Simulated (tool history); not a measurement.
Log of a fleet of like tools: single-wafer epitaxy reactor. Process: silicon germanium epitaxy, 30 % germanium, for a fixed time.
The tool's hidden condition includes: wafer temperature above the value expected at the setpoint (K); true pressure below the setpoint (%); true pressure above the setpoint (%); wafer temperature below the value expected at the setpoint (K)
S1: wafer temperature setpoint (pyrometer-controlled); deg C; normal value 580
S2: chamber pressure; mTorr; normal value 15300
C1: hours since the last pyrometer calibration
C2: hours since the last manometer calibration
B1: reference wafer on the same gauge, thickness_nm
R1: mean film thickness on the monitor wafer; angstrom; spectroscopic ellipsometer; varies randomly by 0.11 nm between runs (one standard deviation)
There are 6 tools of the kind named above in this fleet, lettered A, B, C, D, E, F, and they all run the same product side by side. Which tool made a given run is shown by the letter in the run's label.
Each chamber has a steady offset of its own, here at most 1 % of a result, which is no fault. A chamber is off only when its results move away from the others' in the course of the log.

run 1B hour=9.3 | S1=580 S2=15300 | C1=889.9 C2=1669.9 | B1=38.493 | R1=367.10
run 2A hour=16.0 | S1=580 S2=15300 | C1=254.8 C2=1438.6 | B1=38.502 | R1=367.71
run 3E hour=28.8 | S1=580 S2=15300 | C1=1023.8 C2=1906.6 | B1=38.500 | R1=368.10
run 4D hour=39.5 | S1=580 S2=15300 | C1=1856.3 C2=558.9 | B1=38.517 | R1=363.96
run 5C hour=45.9 | S1=580 S2=15300 | C1=1111.5 C2=98.3 | B1=38.491 | R1=368.04
run 6F hour=59.6 | S1=580 S2=15300 | C1=1510.0 C2=647.8 | B1=38.478 | R1=367.06
run 7A hour=72.5 | S1=574 S2=18100 | C1=311.3 C2=1495.1 | B1=38.486 | R1=349.55
run 8F hour=79.1 | S1=574 S2=18100 | C1=1529.5 C2=667.3 | B1=38.513 | R1=349.16
run 9C hour=86.6 | S1=574 S2=18100 | C1=1152.2 C2=139.0 | B1=38.515 | R1=349.71
run 10B hour=95.3 | S1=574 S2=18100 | C1=975.9 C2=1755.9 | B1=38.498 | R1=350.51
run 11D hour=108.8 | S1=574 S2=18100 | C1=1925.6 C2=628.2 | B1=38.534 | R1=343.27
run 12E hour=115.7 | S1=574 S2=18100 | C1=1110.7 C2=1993.5 | B1=38.501 | R1=348.45
run 13D hour=127.8 | S1=593 S2=17200 | C1=1944.6 C2=647.2 | B1=38.475 | R1=484.31
run 14A hour=134.5 | S1=593 S2=17200 | C1=373.3 C2=1557.1 | B1=38.496 | R1=489.48
run 15B hour=143.7 | S1=593 S2=17200 | C1=1024.3 C2=1804.3 | B1=38.490 | R1=488.80
run 16F hour=151.2 | S1=593 S2=17200 | C1=1601.6 C2=739.4 | B1=38.515 | R1=489.19
-- hour=161.0 chamber C: pyrometer calibrated
run 17C hour=161.8 | S1=593 S2=17200 | C1=0.8 C2=214.2 | B1=38.517 | R1=492.84
run 18E hour=174.2 | S1=593 S2=17200 | C1=1169.2 C2=2052.0 | B1=38.511 | R1=494.63
run 19A hour=184.7 | S1=573 S2=17400 | C1=423.5 C2=1607.3 | B1=38.497 | R1=339.20
run 20B hour=193.0 | S1=573 S2=17400 | C1=1073.6 C2=1853.6 | B1=38.485 | R1=335.83
run 21E hour=203.6 | S1=573 S2=17400 | C1=1198.6 C2=2081.4 | B1=38.484 | R1=339.72
-- hour=207.6 chamber E: pyrometer calibrated
run 22C hour=211.5 | S1=573 S2=17400 | C1=50.5 C2=263.9 | B1=38.480 | R1=337.61
run 23F hour=219.1 | S1=573 S2=17400 | C1=1669.5 C2=807.3 | B1=38.514 | R1=337.62
run 24D hour=227.3 | S1=573 S2=17400 | C1=2044.1 C2=746.7 | B1=38.497 | R1=329.56
-- hour=234.4 chamber A: capacitance manometer re-zeroed and calibrated
run 25C hour=240.5 | S1=580 S2=15300 | C1=79.5 C2=292.9 | B1=38.518 | R1=366.46
run 26F hour=246.6 | S1=580 S2=15300 | C1=1697.0 C2=834.8 | B1=38.506 | R1=365.68
run 27E hour=257.0 | S1=580 S2=15300 | C1=49.4 C2=2134.8 | B1=38.509 | R1=366.02
run 28A hour=268.2 | S1=580 S2=13600 | C1=507.0 C2=33.9 | B1=38.482 | R1=350.48
run 29D hour=276.1 | S1=580 S2=13600 | C1=2092.9 C2=795.5 | B1=38.507 | R1=340.75
run 30B hour=285.0 | S1=580 S2=13600 | C1=1165.6 C2=1945.6 | B1=38.483 | R1=346.89
run 31E hour=292.1 | S1=580 S2=13600 | C1=84.5 C2=2169.9 | B1=38.541 | R1=349.98
-- hour=298.0 chamber E: capacitance manometer re-zeroed and calibrated
run 32F hour=301.5 | S1=580 S2=13600 | C1=1751.9 C2=889.7 | B1=38.513 | R1=350.39
run 33C hour=308.6 | S1=580 S2=13600 | C1=147.6 C2=361.0 | B1=38.526 | R1=351.03
run 34B hour=318.5 | S1=580 S2=15300 | C1=1199.1 C2=1979.1 | B1=38.512 | R1=365.11
run 35A hour=326.5 | S1=580 S2=15300 | C1=565.3 C2=92.2 | B1=38.502 | R1=367.82
run 36D hour=339.3 | S1=580 S2=15300 | C1=2156.1 C2=858.7 | B1=38.508 | R1=354.77
run 37E hour=346.6 | S1=580 S2=15300 | C1=139.0 C2=48.6 | B1=38.520 | R1=368.21

All 6 chambers run these settings next. Forecast each chamber's results:
run 38A hour=356.4 | S1=580 S2=15300 | R1=?
run 38B hour=356.4 | S1=580 S2=15300 | R1=?
run 38C hour=356.4 | S1=580 S2=15300 | R1=?
run 38D hour=356.4 | S1=580 S2=15300 | R1=?
run 38E hour=356.4 | S1=580 S2=15300 | R1=?
run 38F hour=356.4 | S1=580 S2=15300 | R1=?

run=38A R1=367.99
run=38B R1=365.91
run=38C R1=368.91
run=38D R1=354.52
run=38E R1=368.47
run=38F R1=366.44

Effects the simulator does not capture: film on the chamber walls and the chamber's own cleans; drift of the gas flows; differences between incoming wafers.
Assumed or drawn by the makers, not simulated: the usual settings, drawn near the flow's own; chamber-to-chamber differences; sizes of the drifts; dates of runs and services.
